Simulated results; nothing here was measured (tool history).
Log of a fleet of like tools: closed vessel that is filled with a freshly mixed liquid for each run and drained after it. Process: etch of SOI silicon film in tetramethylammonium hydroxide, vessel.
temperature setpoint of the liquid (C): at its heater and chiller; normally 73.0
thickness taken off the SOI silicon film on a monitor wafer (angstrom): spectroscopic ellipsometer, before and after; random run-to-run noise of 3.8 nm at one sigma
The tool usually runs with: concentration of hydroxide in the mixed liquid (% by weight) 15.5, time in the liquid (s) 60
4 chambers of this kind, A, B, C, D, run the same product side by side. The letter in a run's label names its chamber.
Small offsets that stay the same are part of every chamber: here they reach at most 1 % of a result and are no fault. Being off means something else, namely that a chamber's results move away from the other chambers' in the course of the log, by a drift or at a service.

run   hour  temperature setpoint of the liquid (C)  concentration of hydroxide in the mixed liquid (% by weight)  time in the liquid (s)  hours since the thermometer was replaced  hours since the hydroxide flow meter was replaced  read-back film thickness of the SOI silicon film reference wafer, read on the same gauge (nm)  thickness taken off the SOI silicon film on a monitor wafer (angstrom)
 1C    9.1                                    73.0                                                          15.5                      60                                     541.4                                              108.4                                                                                         99.982                                                                  4076.9
 2D   18.4                                    73.0                                                          15.5                      60                                     360.2                                              874.2                                                                                         99.990                                                                  4022.9
 3B   27.7                                    73.0                                                          15.5                      60                                     813.5                                              459.5                                                                                         99.972                                                                  4009.9
      37.2  -- chamber D: hydroxide flow meter replaced
 4A   40.8                                    73.0                                                          15.5                      60                                     960.6                                              558.4                                                                                        100.010                                                                  3989.0
 5B   52.1                                    73.0                                                          15.5                      60                                     837.9                                              483.9                                                                                         99.978                                                                  4056.3
 6A   64.2                                    65.5                                                          15.5                      60                                     984.0                                              581.8                                                                                        100.010                                                                  2555.7
 7D   77.8                                    65.5                                                          15.5                      60                                     419.6                                               40.7                                                                                        100.030                                                                  2571.8
 8C   87.1                                    65.5                                                          15.5                      60                                     619.4                                              186.4                                                                                        100.010                                                                  2612.6
      92.5  -- chamber C: thermometer replaced
 9A   98.8                                    65.5                                                          15.5                      60                                    1018.6                                              616.4                                                                                         99.982                                                                  2586.4
10C  107.5                                    73.0                                                          15.5                      60                                      15.0                                              206.8                                                                                        100.020                                                                  4055.6
11B  116.6                                    73.0                                                          15.5                      60                                     902.4                                              548.4                                                                                        100.040                                                                  3951.0
12D  125.7                                    73.0                                                          15.5                      60                                     467.5                                               88.6                                                                                        100.030                                                                  3988.9
13D  137.6                                    73.0                                                          15.5                      60                                     479.4                                              100.5                                                                                        100.000                                                                  4093.1
14A  145.3                                    73.0                                                          15.5                      60                                    1065.1                                              662.9                                                                                        100.020                                                                  3938.3
15B  156.5                                    73.0                                                          15.5                      60                                     942.3                                              588.3                                                                                         99.988                                                                  3917.9
16C  167.9                                    73.0                                                          15.5                      60                                      75.4                                              267.2                                                                                        100.000                                                                  4003.1
17D  179.3                                    73.0                                                          15.5                      60                                     521.1                                              142.2                                                                                        100.010                                                                  3951.6
18C  190.2                                    73.0                                                          15.5                      60                                      97.7                                              289.5                                                                                         99.978                                                                  3929.4
19B  202.5                                    73.0                                                          15.5                      60                                     988.3                                              634.3                                                                                        100.010                                                                  3993.5
20A  215.6                                    73.0                                                          15.5                      60                                    1135.4                                              733.2                                                                                        100.020                                                                  3969.9
     217.5  -- chamber B: thermometer replaced
21A  228.8                                    73.0                                                          15.5                      60                                    1148.6                                              746.4                                                                                         99.992                                                                  3999.8
22D  241.1                                    73.0                                                          15.5                      60                                     582.9                                              204.0                                                                                        100.020                                                                  4088.2
23C  249.0                                    73.0                                                          15.5                      60                                     156.5                                              348.3                                                                                        100.020                                                                  4043.3
24B  261.5                                    73.0                                                          15.5                      60                                      44.1                                              693.3                                                                                         99.991                                                                  3915.7
25D  267.9                                    73.0                                                          15.5                      30                                     609.7                                              230.8                                                                                        100.010                                                                  2000.8
26C  281.1                                    73.0                                                          15.5                      30                                     188.6                                              380.4                                                                                        100.010                                                                  2012.3
27A  289.8                                    73.0                                                          15.5                      30                                    1209.6                                              807.4                                                                                        100.020                                                                  1973.6
28B  303.2                                    73.0                                                          15.5                      30                                      85.8                                              735.0                                                                                        100.020                                                                  2007.5
29D  316.3                                    73.0                                                          15.5                      60                                     658.1                                              279.2                                                                                         99.981                                                                  4000.9
30C  329.1                                    73.0                                                          15.5                      60                                     236.6                                              428.4                                                                                        100.020                                                                  3930.1

All 4 chambers run these settings next. Forecast each chamber's results:
31A  339.4                                    73.0                                                          15.5                      60                                                                                                                                                                                                                                                                   ?
31B  339.4                                    73.0                                                          15.5                      60                                                                                                                                                                                                                                                                   ?
31C  339.4                                    73.0                                                          15.5                      60                                                                                                                                                                                                                                                                   ?
31D  339.4                                    73.0                                                          15.5                      60                                                                                                                                                                                                                                                                   ?

run  thickness taken off the SOI silicon film on a monitor wafer (angstrom)
31A                                                                  3951.1
31B                                                                  3935.1
31C                                                                  4077.2
31D                                                                  4031.1
